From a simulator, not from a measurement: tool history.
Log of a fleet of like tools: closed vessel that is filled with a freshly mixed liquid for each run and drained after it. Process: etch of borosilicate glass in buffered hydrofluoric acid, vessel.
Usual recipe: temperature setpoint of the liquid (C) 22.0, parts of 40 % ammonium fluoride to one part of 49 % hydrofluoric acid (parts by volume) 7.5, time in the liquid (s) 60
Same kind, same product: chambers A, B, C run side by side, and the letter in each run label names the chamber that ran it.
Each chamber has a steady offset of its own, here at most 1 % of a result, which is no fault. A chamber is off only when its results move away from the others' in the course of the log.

| run | hour | temperature setpoint of the liquid (C) | parts of 40 % ammonium fluoride to one part of 49 % hydrofluoric acid (parts by volume) | time in the liquid (s) | read-back film thickness of the borosilicate glass reference wafer, read on the same gauge (nm) | thickness taken off the borosilicate glass on a monitor wafer (nm) |
|---|---|---|---|---|---|---|
| 1C | 8.9 | 22.0 | 7.5 | 60 | 50.028 | 86.845 |
| 2A | 20.4 | 22.0 | 7.5 | 60 | 50.038 | 87.108 |
| 3B | 30.0 | 22.0 | 7.5 | 60 | 50.024 | 86.773 |
|  | 34.4 | chamber C: thermometer replaced |
| 4A | 44.4 | 22.0 | 7.5 | 60 | 49.986 | 87.306 |
| 5C | 51.8 | 22.0 | 7.5 | 60 | 49.975 | 88.618 |
| 6B | 63.4 | 22.0 | 7.5 | 60 | 50.059 | 86.922 |
| 7C | 73.4 | 22.0 | 7.5 | 60 | 49.973 | 86.892 |
| 8B | 82.9 | 22.0 | 7.5 | 60 | 50.009 | 85.500 |
| 9A | 96.7 | 22.0 | 7.5 | 60 | 50.020 | 87.454 |
| 10B | 104.1 | 22.0 | 7.5 | 60 | 49.993 | 86.024 |
| 11A | 110.9 | 22.0 | 7.5 | 60 | 50.007 | 88.695 |
| 12C | 122.6 | 22.0 | 7.5 | 30 | 49.975 | 44.264 |
| 13C | 130.2 | 22.0 | 7.5 | 30 | 50.014 | 43.424 |
| 14A | 143.4 | 22.0 | 7.5 | 30 | 50.036 | 44.022 |
|  | 154.2 | chamber A: hydrofluoric acid flow meter replaced |
| 15B | 156.8 | 25.0 | 7.5 | 60 | 49.959 | 97.559 |
| 16C | 169.2 | 25.0 | 7.5 | 60 | 50.009 | 101.840 |
| 17A | 179.9 | 25.0 | 7.5 | 60 | 49.975 | 101.730 |
| 18B | 191.5 | 22.0 | 7.5 | 60 | 49.989 | 82.428 |
| 19B | 200.1 | 22.0 | 7.5 | 60 | 49.969 | 82.556 |
| 20A | 211.7 | 22.0 | 7.5 | 60 | 50.001 | 89.134 |
| 21C | 218.9 | 22.0 | 7.5 | 60 | 49.981 | 86.440 |
| 22A | 229.7 | 22.0 | 7.5 | 60 | 50.035 | 86.057 |
| 23B | 239.8 | 22.0 | 7.5 | 60 | 49.998 | 82.492 |
| 24C | 246.6 | 22.0 | 7.5 | 60 | 49.987 | 88.844 |
| 25C | 253.9 | 22.0 | 7.5 | 60 | 49.986 | 88.059 |
| 26B | 265.8 | 22.0 | 7.5 | 60 | 50.004 | 82.444 |
| 27A | 276.7 | 22.0 | 7.5 | 60 | 50.007 | 88.882 |
| 28A | 286.5 | 22.0 | 7.5 | 60 | 49.998 | 86.917 |
| 29C | 301.1 | 22.0 | 7.5 | 60 | 49.960 | 87.207 |
| 30B | 313.9 | 22.0 | 7.5 | 60 | 50.040 | 81.621 |
| 31C | 327.3 | 17.5 | 5.5 | 60 | 50.009 | 92.918 |
| 32A | 338.1 | 17.5 | 5.5 | 60 | 49.994 | 92.072 |
| 33B | 349.8 | 17.5 | 5.5 | 60 | 50.016 | 82.609 |
| 34C | 360.0 | 22.0 | 7.5 | 60 | 49.999 | 87.197 |
| 35A | 373.4 | 22.0 | 7.5 | 60 | 50.001 | 88.337 |
| 36B | 382.5 | 22.0 | 7.5 | 60 | 49.963 | 80.302 |
| 37A | 390.3 | 22.0 | 7.5 | 60 | 50.037 | 87.449 |
| 38B | 397.3 | 22.0 | 7.5 | 60 | 50.056 | 79.153 |

Which is it: a chamber that has drifted or been left off by a service, a gauge drift common to all chambers, or only each chamber's usual small offset? If a chamber is off, name it and its likeliest cause.

Chamber B drifts away from the others.
Most likely cause: liquid colder than its thermometer reads (K) = 1.59.
The log may not tell that from: hydrofluoric acid flow below the setpoint (%).

Chamber B could run next with any of the 4 candidate recipes listed below; each alters the usual settings, and their results appear as question marks. Which one brings its results back in line with what the other chambers deliver on the usual settings?
Allowed miss from the other chambers' usual-settings mean, per result, to count as in line: thickness taken off the borosilicate glass on a monitor wafer (nm) 2.700
| 39B-1 | 407.9 | 22.5 | 7.5 | 65 |  | ? |
| 39B-2 | 407.9 | 21.5 | 8.0 | 55 |  | ? |
| 39B-3 | 407.9 | 21.5 | 7.5 | 55 |  | ? |
| 39B-4 | 407.9 | 22.5 | 7.0 | 65 |  | ? |

On the usual settings, the other chambers give on average: thickness taken off the borosilicate glass on a monitor wafer (nm) 87.354
| run | thickness taken off the borosilicate glass on a monitor wafer (nm) |
|---|---|
| 39B-1 | 87.616 |
| 39B-2 | 65.366 |
| 39B-3 | 70.211 |
| 39B-4 | 94.561 |
The answer is 39B-1, which returns the chamber to within the allowed miss of the others.
